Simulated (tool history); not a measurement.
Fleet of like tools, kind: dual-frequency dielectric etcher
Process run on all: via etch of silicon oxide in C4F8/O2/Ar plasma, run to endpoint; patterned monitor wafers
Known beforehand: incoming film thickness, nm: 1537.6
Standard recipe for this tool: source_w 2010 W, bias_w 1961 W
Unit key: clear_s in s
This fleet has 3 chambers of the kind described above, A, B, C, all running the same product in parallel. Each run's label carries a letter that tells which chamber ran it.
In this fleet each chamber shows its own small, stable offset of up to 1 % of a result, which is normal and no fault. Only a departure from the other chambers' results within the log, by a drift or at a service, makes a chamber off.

run,day,source_w,bias_w,hours since the last wet clean,hours since the last source power generator calibration,hours since the last bias power generator calibration,clear_s
1C,0.192,2010,1961,177.8,2204.9,324.2,308.88
2A,0.504,2010,1961,257.8,1085.7,2094.8,302.45
# day 0.733: chamber B: wet clean of the chamber
3B,0.800,2010,1961,1.7,3470.3,439.1,305.48
4B,1.079,2010,1961,8.4,3477.0,445.8,303.04
5A,1.217,2010,2135,274.9,1102.8,2111.9,298.04
6C,1.538,2010,2135,210.1,2237.2,356.5,299.56
7B,1.850,2010,2135,26.9,3495.5,464.3,298.92
8A,2.029,2010,1961,294.4,1122.3,2131.4,307.67
9C,2.267,2010,1961,227.6,2254.7,374.0,307.56
10C,2.442,2010,1961,231.8,2258.9,378.2,303.49
11A,2.671,2010,1961,309.8,1137.7,2146.8,304.42
12B,2.892,2010,1961,51.9,3520.5,489.3,301.52
13A,3.033,2010,1961,318.5,1146.4,2155.5,308.06
14B,3.354,2010,1961,63.0,3531.6,500.4,305.89
15C,3.654,2010,1961,260.9,2288.0,407.3,306.52
16C,3.921,2010,1961,267.3,2294.4,413.7,307.25
17B,4.088,2010,1961,80.6,3549.2,518.0,304.68
18A,4.396,2010,1961,351.2,1179.1,2188.2,303.59
19B,4.683,2010,1961,94.9,3563.5,532.3,300.83
20A,4.971,2010,1961,365.0,1192.9,2202.0,305.52
21C,5.175,2010,1961,297.4,2324.5,443.8,303.72
22C,5.392,2010,1961,302.6,2329.7,449.0,308.22
23B,5.625,2010,1961,117.5,3586.1,554.9,303.98
24A,5.779,2010,1961,384.4,1212.3,2221.4,303.40
25B,5.975,2010,1961,125.9,3594.5,563.3,301.03
26A,6.242,2010,1961,395.5,1223.4,2232.5,303.19
27C,6.521,2010,1961,329.7,2356.8,476.1,307.07
28A,6.817,2010,2417,409.3,1237.2,2246.3,287.37
29C,7.108,2010,2417,343.8,2370.9,490.2,287.85
30B,7.279,2010,2417,157.2,3625.8,594.6,286.27

Each of the 3 chambers runs these same settings next. Fill in every chamber's results:
31A,7.508,2010,1961,,,,?
31B,7.508,2010,1961,,,,?
31C,7.508,2010,1961,,,,?

run,clear_s
31A,304.74
31B,303.28
31C,304.69

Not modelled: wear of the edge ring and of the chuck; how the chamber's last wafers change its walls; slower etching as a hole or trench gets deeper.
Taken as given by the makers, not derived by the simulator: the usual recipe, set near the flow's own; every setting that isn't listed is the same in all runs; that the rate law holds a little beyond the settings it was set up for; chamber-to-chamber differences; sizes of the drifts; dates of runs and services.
